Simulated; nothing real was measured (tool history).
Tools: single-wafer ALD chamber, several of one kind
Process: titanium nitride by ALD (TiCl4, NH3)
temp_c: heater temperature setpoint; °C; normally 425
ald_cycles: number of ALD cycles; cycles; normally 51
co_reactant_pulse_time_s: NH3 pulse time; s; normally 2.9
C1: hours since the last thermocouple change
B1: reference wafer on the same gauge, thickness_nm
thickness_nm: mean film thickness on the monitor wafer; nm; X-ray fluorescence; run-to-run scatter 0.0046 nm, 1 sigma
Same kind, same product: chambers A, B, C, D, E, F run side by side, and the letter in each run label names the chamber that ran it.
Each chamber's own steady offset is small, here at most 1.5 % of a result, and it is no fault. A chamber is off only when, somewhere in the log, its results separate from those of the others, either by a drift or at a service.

Run 1C, day 0.421: usual settings; C1 642.1; B1 1.2796. Result: thickness_nm 1.1461 nm.
Run 2F, day 0.842: usual settings; C1 1889.4; B1 1.2798. Result: thickness_nm 1.1508 nm.
Run 3A, day 1.358: usual settings; C1 617.1; B1 1.2804. Result: thickness_nm 1.1319 nm.
Run 4D, day 1.675: usual settings; C1 389.1; B1 1.2801. Result: thickness_nm 1.1414 nm.
Run 5E, day 2.058: usual settings; C1 194.4; B1 1.2797. Result: thickness_nm 1.1418 nm.
Run 6B, day 2.642: usual settings; C1 1614; B1 1.2795. Result: thickness_nm 1.1481 nm.
Run 7B, day 2.992: usual settings; C1 1622.4; B1 1.2795. Result: thickness_nm 1.1597 nm.
Run 8E, day 3.533: usual settings; C1 229.8; B1 1.2794. Result: thickness_nm 1.1493 nm.
Run 9D, day 3.858: usual settings; C1 441.5; B1 1.2816. Result: thickness_nm 1.1336 nm.
Run 10A, day 4.217: usual settings; C1 685.7; B1 1.2801. Result: thickness_nm 1.131 nm.
Run 11C, day 4.75: usual settings; C1 746; B1 1.2799. Result: thickness_nm 1.1449 nm.
Run 12F, day 5.229: usual settings; C1 1994.7; B1 1.2798. Result: thickness_nm 1.1497 nm.
Run 13D, day 5.85: usual settings; C1 489.3; B1 1.2801. Result: thickness_nm 1.1406 nm.
Run 14A, day 6.442: usual settings; C1 739.1; B1 1.2792. Result: thickness_nm 1.1317 nm.
Run 15C, day 6.783: usual settings; C1 794.8; B1 1.2795. Result: thickness_nm 1.1481 nm.
Run 16F, day 7.1: usual settings but co_reactant_pulse_time_s 2.07 s; C1 2039.6; B1 1.2796. Result: thickness_nm 1.13 nm.
Run 17B, day 7.396: usual settings but co_reactant_pulse_time_s 2.07 s; C1 1728.1; B1 1.2803. Result: thickness_nm 1.1471 nm.
Run 18E, day 7.796: usual settings but co_reactant_pulse_time_s 2.07 s; C1 332.1; B1 1.28. Result: thickness_nm 1.1374 nm.
Run 19D, day 8.388: usual settings but co_reactant_pulse_time_s 2.07 s; C1 550.2; B1 1.2788. Result: thickness_nm 1.1332 nm.
Run 20F, day 8.783: usual settings but co_reactant_pulse_time_s 2.07 s; C1 2080; B1 1.2798. Result: thickness_nm 1.1505 nm.
Run 21B, day 9.254: usual settings but co_reactant_pulse_time_s 2.07 s; C1 1772.7; B1 1.2804. Result: thickness_nm 1.1502 nm.
Run 22E, day 9.75: usual settings; C1 379; B1 1.2798. Result: thickness_nm 1.151 nm.
Run 23C, day 10.346: usual settings; C1 880.3; B1 1.2793. Result: thickness_nm 1.1481 nm.
Run 24A, day 10.629: usual settings; C1 839.6; B1 1.2805. Result: thickness_nm 1.1306 nm.
Run 25D, day 11.154: usual settings but temp_c 418 °C, ald_cycles 57 cycles; C1 616.6; B1 1.2808. Result: thickness_nm 1.2654 nm.
Run 26F, day 11.542: usual settings but temp_c 418 °C, ald_cycles 57 cycles; C1 2146.2; B1 1.2789. Result: thickness_nm 1.2822 nm.
Run 27C, day 12.058: usual settings but temp_c 418 °C, ald_cycles 57 cycles; C1 921.4; B1 1.2807. Result: thickness_nm 1.2736 nm.
Run 28B, day 12.517: usual settings but temp_c 418 °C, ald_cycles 57 cycles; C1 1851; B1 1.28. Result: thickness_nm 1.2925 nm.
Run 29A, day 13.154: usual settings but temp_c 418 °C, ald_cycles 57 cycles; C1 900.2; B1 1.2807. Result: thickness_nm 1.2651 nm.
Run 30E, day 13.675: usual settings but temp_c 418 °C, ald_cycles 57 cycles; C1 473.2; B1 1.2785. Result: thickness_nm 1.2835 nm.
Run 31E, day 13.988: usual settings; C1 480.7; B1 1.279. Result: thickness_nm 1.1407 nm.
Run 32D, day 14.354: usual settings; C1 693.4; B1 1.2809. Result: thickness_nm 1.1472 nm.
Run 33B, day 14.767: usual settings; C1 1905; B1 1.2787. Result: thickness_nm 1.1547 nm.
Run 34C, day 15.3: usual settings; C1 999.2; B1 1.2804. Result: thickness_nm 1.1468 nm.
Run 35A, day 15.675: usual settings; C1 960.7; B1 1.2796. Result: thickness_nm 1.1335 nm.
Run 36F, day 16.192: usual settings; C1 2257.8; B1 1.279. Result: thickness_nm 1.149 nm.
Run 37C, day 16.742: usual settings; C1 1033.8; B1 1.2801. Result: thickness_nm 1.1398 nm.
Run 38A, day 17.175: usual settings; C1 996.7; B1 1.2808. Result: thickness_nm 1.1359 nm.
Run 39D, day 17.767: usual settings; C1 775.3; B1 1.2814. Result: thickness_nm 1.1347 nm.
Run 40B, day 18.075: usual settings; C1 1984.4; B1 1.2802. Result: thickness_nm 1.1514 nm.
Run 41F, day 18.371: usual settings; C1 2310.1; B1 1.2798. Result: thickness_nm 1.1458 nm.
Run 42E, day 18.671: usual settings; C1 593.1; B1 1.2796. Result: thickness_nm 1.1452 nm.
Run 43A, day 19.004: usual settings; C1 1040.6; B1 1.279. Result: thickness_nm 1.1255 nm.

Each of the 6 chambers runs these same settings next. Fill in every chamber's results:
Run 44A, day 19.462: usual settings. Result: thickness_nm ?.
Run 44B, day 19.462: usual settings. Result: thickness_nm ?.
Run 44C, day 19.462: usual settings. Result: thickness_nm ?.
Run 44D, day 19.462: usual settings. Result: thickness_nm ?.
Run 44E, day 19.462: usual settings. Result: thickness_nm ?.
Run 44F, day 19.462: usual settings. Result: thickness_nm ?.

run  thickness_nm
44A        1.1365
44B        1.1516
44C        1.1436
44D         1.137
44E        1.1399
44F        1.1515
